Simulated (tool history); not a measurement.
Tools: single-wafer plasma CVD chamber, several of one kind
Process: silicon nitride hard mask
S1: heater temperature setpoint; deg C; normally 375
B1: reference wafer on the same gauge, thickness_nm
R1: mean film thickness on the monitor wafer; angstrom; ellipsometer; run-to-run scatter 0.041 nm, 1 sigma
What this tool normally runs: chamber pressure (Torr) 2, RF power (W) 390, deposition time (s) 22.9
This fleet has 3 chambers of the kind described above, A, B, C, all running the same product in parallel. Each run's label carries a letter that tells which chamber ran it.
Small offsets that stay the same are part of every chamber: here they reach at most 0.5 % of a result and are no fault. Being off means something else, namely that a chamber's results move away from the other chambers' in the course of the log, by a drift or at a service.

Run 1B, hour 5.2: usual settings; B1 39.707. Result: R1 336.37 angstrom.
Run 2C, hour 12.8: usual settings; B1 39.714. Result: R1 336.38 angstrom.
Run 3A, hour 18.9: usual settings; B1 39.715. Result: R1 335.95 angstrom.
Run 4B, hour 26: usual settings; B1 39.723. Result: R1 336.54 angstrom.
Run 5C, hour 34.1: usual settings; B1 39.727. Result: R1 336.65 angstrom.
Run 6A, hour 42: usual settings; B1 39.742. Result: R1 336.42 angstrom.
Run 7C, hour 47.7: usual settings; B1 39.743. Result: R1 337.15 angstrom.
Run 8A, hour 55.5: usual settings; B1 39.755. Result: R1 335.31 angstrom.
Run 9B, hour 62.9: usual settings; B1 39.751. Result: R1 337.6 angstrom.
Run 10B, hour 70.5: usual settings; B1 39.776. Result: R1 336.99 angstrom.
Run 11C, hour 76.3: usual settings; B1 39.774. Result: R1 337.32 angstrom.
Run 12A, hour 82.7: usual settings; B1 39.775. Result: R1 335.36 angstrom.
Run 13C, hour 89.8: usual settings; B1 39.795. Result: R1 336.23 angstrom.
Run 14A, hour 96.7: usual settings; B1 39.793. Result: R1 335.67 angstrom.
Run 15B, hour 104.1: usual settings; B1 39.813. Result: R1 336.46 angstrom.
Run 16B, hour 112.1: usual settings; B1 39.81. Result: R1 337.65 angstrom.
At hour 118.5: chamber C: capacitance manometer re-zeroed and calibrated.
Run 17C, hour 120: usual settings; B1 39.828. Result: R1 337.61 angstrom.
Run 18A, hour 125.2: usual settings but S1 390 deg C, RF power (W) 415; B1 39.836. Result: R1 346.46 angstrom.
Run 19C, hour 131.1: usual settings but S1 390 deg C, RF power (W) 415; B1 39.837. Result: R1 347.84 angstrom.
Run 20B, hour 135.7: usual settings but S1 390 deg C, RF power (W) 415; B1 39.825. Result: R1 347.37 angstrom.
At hour 141.2: chamber A: thermocouple changed; heater temperature recalibrated.
Run 21A, hour 141.4: usual settings but S1 364 deg C, chamber pressure (Torr) 2.16; B1 39.839. Result: R1 345.05 angstrom.
Run 22C, hour 145.1: usual settings but S1 364 deg C, chamber pressure (Torr) 2.16; B1 39.858. Result: R1 345.86 angstrom.
Run 23A, hour 149.2: usual settings but S1 364 deg C, chamber pressure (Torr) 2.16; B1 39.849. Result: R1 344.92 angstrom.
Run 24B, hour 154.7: usual settings; B1 39.859. Result: R1 337.88 angstrom.
Run 25B, hour 159.7: usual settings; B1 39.868. Result: R1 337.9 angstrom.
Run 26A, hour 166: usual settings; B1 39.867. Result: R1 337.49 angstrom.
Run 27C, hour 169.7: usual settings; B1 39.881. Result: R1 338.41 angstrom.
Run 28C, hour 176.1: usual settings but chamber pressure (Torr) 2.44, RF power (W) 315; B1 39.883. Result: R1 309.46 angstrom.
Run 29A, hour 184.2: usual settings but chamber pressure (Torr) 2.44, RF power (W) 315; B1 39.894. Result: R1 309.69 angstrom.
Run 30B, hour 189.9: usual settings but chamber pressure (Torr) 2.44, RF power (W) 315; B1 39.896. Result: R1 312.59 angstrom.

Decide between three cases: one chamber stands off from its peers, the gauge reading all wafers drifts, or nothing is wrong past each chamber's small offset. Where a chamber is off, say which and what most likely put it there.

None of the chambers is off. What moves is the gauge, dragging all their readings along together.
Likeliest cause: gauge reads high (%) = 0.503.
